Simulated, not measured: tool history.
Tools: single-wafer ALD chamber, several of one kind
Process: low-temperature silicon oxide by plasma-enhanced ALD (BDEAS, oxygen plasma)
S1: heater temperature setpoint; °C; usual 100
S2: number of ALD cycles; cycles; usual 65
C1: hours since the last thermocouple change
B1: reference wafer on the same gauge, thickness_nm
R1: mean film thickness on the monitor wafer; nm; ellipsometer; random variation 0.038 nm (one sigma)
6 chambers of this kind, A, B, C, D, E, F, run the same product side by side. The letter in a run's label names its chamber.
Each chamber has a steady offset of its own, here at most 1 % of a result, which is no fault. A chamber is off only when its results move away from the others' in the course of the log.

run   hour   S1  S2      C1      B1      R1
 1C    5.3  100  65   404.6   8.093  9.2418
 2F   11.1  100  65   199.9  8.0922  9.3007
 3A   20.1  100  65   927.7  8.0834  9.2603
 4E   25.4  100  65     960  8.0842  9.2954
 5B   30.3  100  65    1887  8.0976  9.2377
 6D   35.7  114  55   579.6  8.0905  7.6648
 7F   44.4  114  55   233.2  8.0797  7.7002
      45.6  -- chamber A: thermocouple changed; heater temperature recalibrated
 8D   53.8  114  55   597.7  8.0828  7.7128
 9C   60.6  114  55   459.9  8.0949  7.6929
10B     66  114  55  1922.7  8.0893  7.6689
11A     76  114  55    30.4  8.0942  7.6514
12E   83.3  100  57  1017.9   8.088  8.1662
13D   93.2  100  57   637.1  8.0925  8.2003
14F     98  100  57   286.8  8.0805  8.1941
15C  107.9  100  57   507.2  8.0906  8.1667
16A  113.3  100  57    67.7  8.0916  8.1497
17E  118.3  100  57  1052.9  8.0864   8.245
18B  126.3  100  65    1983  8.0826  9.2062
19F  137.2  100  65     326  8.0966  9.2101
20E  146.9  100  65  1081.5  8.0851  9.3125
21A    156  100  65   110.4  8.0909  9.2431
22D  162.5  100  65   706.4  8.1019  9.3386
23B  168.6  100  65  2025.3  8.0844  9.2813
24C  176.2  100  65   575.5   8.096  9.2907
25F  181.8  100  65   370.6   8.085  9.2587
26E  189.1  100  65  1123.7  8.0847  9.3845
27A    200  100  65   154.4  8.0957   9.279
28B  210.1  100  65  2066.8  8.1008  9.2489
29C  219.3  100  65   618.6  8.0852  9.2639
30D  229.6  100  65   773.5  8.0859   9.338
31B  238.6  100  65  2095.3  8.0923  9.3435
32E  246.9  100  65  1181.5  8.0841  9.3251
33D  257.3  100  65   801.2  8.0952  9.3743
34C  266.6  100  65   665.9  8.0887  9.2844
35F  272.1  100  65   460.9   8.086  9.3397
36A    278  100  65   232.4  8.0961  9.3575
37C  287.9  100  65   687.2  8.0899  9.2397
38E    294  100  65  1228.6  8.0918  9.2828
39A    303  112  65   257.4  8.1004  9.0204
40F  309.1  112  65   497.9  8.0822  9.0669
41B  318.2  112  65  2174.9  8.0863  8.9933

What goes on in this fleet: one chamber off, a drifting gauge, or nothing beyond the chambers' own small offsets? Name the chamber and the cause, if any.

No chamber stands off beyond its own small offset, and the gauge holds steady.

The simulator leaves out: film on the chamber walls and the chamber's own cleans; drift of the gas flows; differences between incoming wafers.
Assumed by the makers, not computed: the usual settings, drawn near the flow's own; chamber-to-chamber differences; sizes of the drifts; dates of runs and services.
